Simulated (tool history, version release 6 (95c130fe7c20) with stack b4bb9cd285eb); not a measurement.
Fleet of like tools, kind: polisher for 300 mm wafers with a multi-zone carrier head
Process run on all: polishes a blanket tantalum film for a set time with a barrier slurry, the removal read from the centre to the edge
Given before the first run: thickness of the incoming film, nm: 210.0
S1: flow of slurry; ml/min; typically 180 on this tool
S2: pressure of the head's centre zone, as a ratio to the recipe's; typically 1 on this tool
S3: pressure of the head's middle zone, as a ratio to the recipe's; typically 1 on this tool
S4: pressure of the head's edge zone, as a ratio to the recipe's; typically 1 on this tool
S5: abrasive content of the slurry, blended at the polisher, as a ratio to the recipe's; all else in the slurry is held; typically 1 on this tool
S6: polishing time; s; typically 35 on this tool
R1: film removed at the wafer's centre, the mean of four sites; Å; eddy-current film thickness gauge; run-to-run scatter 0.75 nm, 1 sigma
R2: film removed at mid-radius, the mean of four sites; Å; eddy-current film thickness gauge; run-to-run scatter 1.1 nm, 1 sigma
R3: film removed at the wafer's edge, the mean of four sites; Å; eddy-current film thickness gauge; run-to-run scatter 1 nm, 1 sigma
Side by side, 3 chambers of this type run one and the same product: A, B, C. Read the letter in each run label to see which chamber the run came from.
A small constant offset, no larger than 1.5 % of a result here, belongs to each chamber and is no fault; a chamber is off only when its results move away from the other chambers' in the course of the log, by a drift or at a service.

run 1C hour=6.6 | S1=180 S2=1 S3=1 S4=1 S5=1 S6=35 | R1=798.09 R2=815.09 R3=815.58
-- hour=14.1 chamber B: worn pad replaced by a new one
run 2A hour=19 | S1=180 S2=1 S3=1 S4=1 S5=1 S6=35 | R1=794.68 R2=804.77 R3=794.09
run 3B hour=30.7 | S1=180 S2=1 S3=1 S4=1 S5=1 S6=35 | R1=786.41 R2=787.14 R3=805.89
-- hour=32.9 chamber A: worn pad replaced by a new one
run 4C hour=43.1 | S1=180 S2=1 S3=1 S4=1 S5=1 S6=35 | R1=807.38 R2=813.54 R3=834.71
-- hour=47.2 chamber C: worn pad replaced by a new one
run 5A hour=50.6 | S1=180 S2=1 S3=1 S4=1 S5=1 S6=35 | R1=814.32 R2=799.06 R3=806.78
run 6B hour=63.3 | S1=180 S2=1 S3=1 S4=1 S5=1 S6=35 | R1=812.94 R2=780.33 R3=822.88
-- hour=72.8 chamber B: worn pad replaced by a new one
run 7B hour=77.7 | S1=180 S2=1 S3=1 S4=1 S5=1 S6=35 | R1=814.08 R2=785.46 R3=799.08
run 8A hour=84.3 | S1=180 S2=1 S3=1 S4=1 S5=1 S6=35 | R1=806.99 R2=805.47 R3=794.74
run 9C hour=91.5 | S1=180 S2=1 S3=1 S4=1 S5=1 S6=35 | R1=795.82 R2=814.44 R3=817.06
-- hour=91.8 chamber A: worn pad replaced by a new one
run 10A hour=98.6 | S1=180 S2=1 S3=1 S4=1.07 S5=1 S6=35 | R1=810.85 R2=815.44 R3=838.82
-- hour=108 chamber C: worn pad replaced by a new one
run 11C hour=110.2 | S1=180 S2=1 S3=1 S4=1.07 S5=1 S6=35 | R1=804.59 R2=830.56 R3=834.79
run 12B hour=121.2 | S1=180 S2=1 S3=1 S4=1.07 S5=1 S6=35 | R1=800.56 R2=801.15 R3=841.77
run 13A hour=133.4 | S1=180 S2=1 S3=1 S4=1 S5=1 S6=35 | R1=808.82 R2=808.63 R3=791.27
-- hour=134.4 chamber B: worn pad replaced by a new one
run 14C hour=146.7 | S1=180 S2=1 S3=1 S4=1 S5=1 S6=35 | R1=815.06 R2=816.56 R3=804.81
-- hour=152.3 chamber A: worn pad replaced by a new one
run 15B hour=155 | S1=180 S2=1 S3=1 S4=1 S5=1 S6=35 | R1=799.75 R2=783.62 R3=801.48
run 16A hour=162.9 | S1=180 S2=1 S3=1 S4=1 S5=1 S6=35 | R1=799.54 R2=795.49 R3=801.8
-- hour=174.8 chamber C: worn pad replaced by a new one
run 17B hour=174.8 | S1=180 S2=1 S3=1 S4=1 S5=1 S6=35 | R1=805.35 R2=806.37 R3=797.12
-- hour=175.3 chamber A: slurry nozzle cleaned
run 18C hour=187.9 | S1=180 S2=1 S3=1 S4=1 S5=1 S6=35 | R1=786.22 R2=816.81 R3=808.84
-- hour=188 chamber C: edge zone pressure recalibrated
-- hour=193 chamber B: worn pad replaced by a new one
run 19B hour=202.1 | S1=180 S2=1 S3=1 S4=1 S5=1 S6=35 | R1=823.85 R2=791.25 R3=812.73
-- hour=206.2 chamber A: worn pad replaced by a new one
run 20C hour=209.5 | S1=180 S2=1 S3=1 S4=1 S5=1 S6=35 | R1=798.11 R2=824.44 R3=806.87
run 21A hour=217.1 | S1=180 S2=1 S3=1 S4=1 S5=1 S6=35 | R1=804.11 R2=791.63 R3=802.23
run 22B hour=226.4 | S1=180 S2=1 S3=1 S4=1 S5=1 S6=35 | R1=808.02 R2=803.52 R3=795.25
-- hour=232.9 chamber A: centre zone pressure recalibrated
run 23C hour=234.7 | S1=180 S2=1 S3=1 S4=1 S5=1 S6=35 | R1=798.62 R2=832.11 R3=816.35
-- hour=242.2 chamber C: worn pad replaced by a new one
run 24A hour=243.7 | S1=180 S2=1 S3=1 S4=1 S5=1 S6=35 | R1=814.59 R2=802.69 R3=807.31
run 25C hour=256.4 | S1=180 S2=1 S3=1 S4=1 S5=1 S6=35 | R1=799.28 R2=815.83 R3=813.3
-- hour=258.8 chamber B: worn pad replaced by a new one
run 26B hour=264 | S1=180 S2=0.9 S3=1 S4=1 S5=0.7 S6=35 | R1=635.72 R2=702.29 R3=712.51
run 27A hour=271.2 | S1=180 S2=0.9 S3=1 S4=1 S5=0.7 S6=35 | R1=632.8 R2=705.44 R3=714.71
-- hour=277.1 chamber B: slurry nozzle cleaned
-- hour=278.4 chamber A: worn pad replaced by a new one
run 28C hour=284.8 | S1=180 S2=0.9 S3=1 S4=1 S5=0.7 S6=35 | R1=645.23 R2=720.29 R3=725.64
run 29A hour=296.2 | S1=180 S2=1 S3=1 S4=1 S5=1 S6=35 | R1=816.05 R2=780.97 R3=788.21
run 30B hour=310.2 | S1=180 S2=1 S3=1 S4=1 S5=1 S6=35 | R1=793.34 R2=777.83 R3=809.59
-- hour=314.3 chamber C: worn pad replaced by a new one
run 31C hour=316.4 | S1=180 S2=1 S3=1 S4=1 S5=1 S6=35 | R1=794.26 R2=805.91 R3=812.96

Does one chamber stand apart from the rest, does the shared gauge drift, or is all well apart from small per-chamber offsets? Give the chamber and the most likely cause, where there is one.

All chambers stay in line apart from their small fixed offsets, and the gauge does not drift.

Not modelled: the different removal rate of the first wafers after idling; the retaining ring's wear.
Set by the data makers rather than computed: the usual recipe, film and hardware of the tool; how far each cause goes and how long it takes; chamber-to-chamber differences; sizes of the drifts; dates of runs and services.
